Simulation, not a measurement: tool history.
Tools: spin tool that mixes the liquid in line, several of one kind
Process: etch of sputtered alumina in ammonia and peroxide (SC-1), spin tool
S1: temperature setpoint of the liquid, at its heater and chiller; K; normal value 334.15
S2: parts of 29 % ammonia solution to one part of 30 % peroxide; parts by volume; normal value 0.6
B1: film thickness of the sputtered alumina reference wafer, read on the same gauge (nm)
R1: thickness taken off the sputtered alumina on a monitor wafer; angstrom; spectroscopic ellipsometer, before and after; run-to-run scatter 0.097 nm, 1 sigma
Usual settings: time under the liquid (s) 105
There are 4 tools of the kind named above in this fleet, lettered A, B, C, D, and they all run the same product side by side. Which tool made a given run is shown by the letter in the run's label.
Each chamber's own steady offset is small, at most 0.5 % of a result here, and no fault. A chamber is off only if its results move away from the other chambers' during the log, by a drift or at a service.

Run 1A, hour 8: usual settings; B1 110. Result: R1 101.59 angstrom.
Run 2D, hour 13.9: usual settings; B1 110.01. Result: R1 102.77 angstrom.
Run 3C, hour 20.1: usual settings; B1 109.99. Result: R1 103.08 angstrom.
Run 4B, hour 28.8: usual settings; B1 110.03. Result: R1 102.64 angstrom.
Run 5A, hour 37: usual settings but S1 325.65 K, S2 0.35 parts by volume; B1 109.98. Result: R1 62.267 angstrom.
Run 6C, hour 41.7: usual settings but S1 325.65 K, S2 0.35 parts by volume; B1 109.97. Result: R1 62.309 angstrom.
Run 7B, hour 46: usual settings but S1 325.65 K, S2 0.35 parts by volume; B1 110.01. Result: R1 63.037 angstrom.
Run 8D, hour 54.7: usual settings but S1 325.65 K, S2 0.35 parts by volume; B1 109.99. Result: R1 62.288 angstrom.
Run 9B, hour 62.3: usual settings; B1 110. Result: R1 104.29 angstrom.
Run 10C, hour 66.4: usual settings; B1 109.99. Result: R1 99.245 angstrom.
Run 11D, hour 71.8: usual settings; B1 109.98. Result: R1 103.45 angstrom.
Run 12A, hour 76: usual settings; B1 109.99. Result: R1 102.65 angstrom.
Run 13A, hour 80.1: usual settings; B1 109.99. Result: R1 103.46 angstrom.
Run 14D, hour 85.9: usual settings; B1 109.98. Result: R1 102.36 angstrom.
Run 15C, hour 92.7: usual settings; B1 110. Result: R1 98.328 angstrom.
Run 16B, hour 98.8: usual settings; B1 110. Result: R1 105.35 angstrom.
Run 17D, hour 104.4: usual settings; B1 110.03. Result: R1 101.64 angstrom.
Run 18A, hour 108.8: usual settings; B1 110.01. Result: R1 103.18 angstrom.
Run 19B, hour 115.1: usual settings; B1 109.98. Result: R1 103.49 angstrom.
Run 20C, hour 119.9: usual settings; B1 109.96. Result: R1 94.467 angstrom.
Run 21A, hour 128.8: usual settings; B1 110.01. Result: R1 101.36 angstrom.
Run 22C, hour 136.5: usual settings; B1 110.01. Result: R1 92.169 angstrom.
Run 23B, hour 143: usual settings; B1 110. Result: R1 105.59 angstrom.
Run 24D, hour 150.3: usual settings; B1 110. Result: R1 103.83 angstrom.

Next, every chamber runs the same settings. What will each give?
Run 25A, hour 157: usual settings. Result: R1 ?.
Run 25B, hour 157: usual settings. Result: R1 ?.
Run 25C, hour 157: usual settings. Result: R1 ?.
Run 25D, hour 157: usual settings. Result: R1 ?.

run      R1
25A  103.96
25B  103.68
25C  89.967
25D  103.95

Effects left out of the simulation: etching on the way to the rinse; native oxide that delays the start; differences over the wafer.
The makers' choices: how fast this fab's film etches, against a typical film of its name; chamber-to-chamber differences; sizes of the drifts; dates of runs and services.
